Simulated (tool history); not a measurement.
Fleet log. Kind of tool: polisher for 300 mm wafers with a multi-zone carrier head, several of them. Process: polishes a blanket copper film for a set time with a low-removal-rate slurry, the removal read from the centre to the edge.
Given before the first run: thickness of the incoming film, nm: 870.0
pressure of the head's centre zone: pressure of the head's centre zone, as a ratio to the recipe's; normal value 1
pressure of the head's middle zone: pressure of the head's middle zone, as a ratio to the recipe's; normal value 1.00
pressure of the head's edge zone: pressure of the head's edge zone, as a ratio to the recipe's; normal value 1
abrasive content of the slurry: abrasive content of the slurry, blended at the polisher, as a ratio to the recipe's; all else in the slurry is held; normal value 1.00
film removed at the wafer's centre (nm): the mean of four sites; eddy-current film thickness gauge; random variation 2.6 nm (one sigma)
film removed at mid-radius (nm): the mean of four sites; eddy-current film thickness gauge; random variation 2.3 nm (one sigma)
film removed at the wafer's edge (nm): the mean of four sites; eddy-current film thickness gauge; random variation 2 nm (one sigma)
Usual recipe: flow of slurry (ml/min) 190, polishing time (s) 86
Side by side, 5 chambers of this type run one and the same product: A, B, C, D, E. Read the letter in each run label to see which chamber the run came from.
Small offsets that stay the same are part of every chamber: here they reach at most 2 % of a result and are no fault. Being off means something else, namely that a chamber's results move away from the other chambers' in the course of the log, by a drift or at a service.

run,hour,flow of slurry (ml/min),pressure of the head's centre zone,pressure of the head's middle zone,pressure of the head's edge zone,abrasive content of the slurry,polishing time (s),wafers polished on this pad,hours since the slurry nozzle was cleaned,hours since the centre zone pressure was calibrated,hours since the edge zone pressure was calibrated,film removed at the wafer's centre (nm),film removed at mid-radius (nm),film removed at the wafer's edge (nm)
1C,4.9,190,1,1.00,1,1.00,86,361,82.8,34.1,275.5,270.40,270.42,271.47
2E,7.8,190,1,1.00,1,1.00,86,1188,120.2,664.6,49.2,267.79,268.40,264.34
3D,12.2,190,1,1.00,1,1.00,86,920,467.3,502.1,651.6,265.43,267.17,268.89
# hour 12.8: chamber D: slurry nozzle cleaned
4A,14.6,190,1,1.00,1,1.00,86,270,32.9,138.5,230.8,265.85,265.05,270.02
5B,18.5,190,1,1.00,1,1.00,86,859,227.2,1180.6,153.4,265.62,265.79,265.81
6D,23.3,190,1,1.00,1,1.00,86,1034,10.5,513.2,662.7,267.78,268.45,271.42
7A,26.0,190,1,1.00,1,1.00,86,386,44.3,149.9,242.2,263.94,263.53,269.55
8B,30.6,190,1,1.00,1,1.00,86,982,239.3,1192.7,165.5,268.04,266.87,266.93
9C,35.2,190,1,1.00,1,1.25,86,670,113.1,64.4,305.8,281.84,283.44,284.91
# hour 38.0: chamber E: worn pad replaced by a new one
10E,40.1,190,1,1.00,1,1.25,86,22,152.5,696.9,81.5,281.27,280.58,282.88
# hour 41.4: chamber D: worn pad replaced by a new one
11E,43.4,190,1,1.00,1,1.25,86,55,155.8,700.2,84.8,280.11,280.88,282.02
12B,46.6,190,1,1.00,1,1.25,86,1146,255.3,1208.7,181.5,277.54,276.82,277.72
13A,49.1,190,1,1.00,1,1.25,86,622,67.4,173.0,265.3,274.54,278.58,280.54
14D,52.4,190,1,1.00,1,1.00,86,113,39.6,542.3,691.8,268.77,266.24,267.38
# hour 55.7: chamber B: worn pad replaced by a new one
15C,56.2,190,1,1.00,1,1.00,86,885,134.1,85.4,326.8,270.52,267.46,271.58
# hour 56.6: chamber A: worn pad replaced by a new one
# hour 58.4: chamber C: worn pad replaced by a new one
16A,59.1,190,1,1.00,1,1.00,86,26,77.4,183.0,275.3,267.27,268.66,268.71
17B,64.0,190,1,1.00,1,0.80,86,85,272.7,1226.1,198.9,252.37,255.52,249.08
18E,67.1,190,1,1.00,1,0.80,86,298,179.5,723.9,108.5,258.65,252.73,257.99
19D,71.4,190,1,1.00,1,0.80,86,307,58.6,561.3,710.8,254.34,255.05,254.22
20C,76.4,190,1,1.00,1,0.80,86,184,154.3,105.6,347.0,253.30,256.43,260.72
21B,78.8,190,1,1.00,1,0.80,86,236,287.5,1240.9,213.7,255.59,253.61,255.57
22A,83.0,190,1,1.04,1,1.00,86,270,101.3,206.9,299.2,271.06,278.75,267.31
23E,86.8,190,1,1.04,1,1.00,86,499,199.2,743.6,128.2,271.98,276.86,269.17
24D,89.7,190,1,1.04,1,1.00,86,494,76.9,579.6,729.1,265.65,278.09,265.88
# hour 91.7: chamber E: slurry nozzle cleaned
25C,92.1,190,1,1.04,1,1.00,86,345,170.0,121.3,362.7,268.22,280.95,269.11
26A,97.2,190,1,1.04,1,1.00,86,416,115.5,221.1,313.4,266.91,275.35,262.24
27B,101.8,190,1,1.00,1,1.00,86,471,310.5,1263.9,236.7,268.37,266.15,270.79
28C,104.4,190,1,1.00,1,1.00,72,470,182.3,133.6,375.0,224.11,220.64,226.84
29E,107.7,190,1,1.00,1,1.00,72,713,16.0,764.5,149.1,227.74,224.26,225.12
30D,110.0,190,1,1.00,1,1.00,72,702,97.2,599.9,749.4,227.64,224.82,228.00

Each of the 5 chambers runs these same settings next. Fill in every chamber's results:
31A,113.6,190,1,1.00,1,1.00,86,,,,,?,?,?
31B,113.6,190,1,1.00,1,1.00,86,,,,,?,?,?
31C,113.6,190,1,1.00,1,1.00,86,,,,,?,?,?
31D,113.6,190,1,1.00,1,1.00,86,,,,,?,?,?
31E,113.6,190,1,1.00,1,1.00,86,,,,,?,?,?

run,film removed at the wafer's centre (nm),film removed at mid-radius (nm),film removed at the wafer's edge (nm)
31A,266.79,266.91,266.39
31B,268.81,267.46,265.83
31C,267.43,267.36,274.60
31D,266.80,265.73,269.33
31E,271.29,270.50,268.35

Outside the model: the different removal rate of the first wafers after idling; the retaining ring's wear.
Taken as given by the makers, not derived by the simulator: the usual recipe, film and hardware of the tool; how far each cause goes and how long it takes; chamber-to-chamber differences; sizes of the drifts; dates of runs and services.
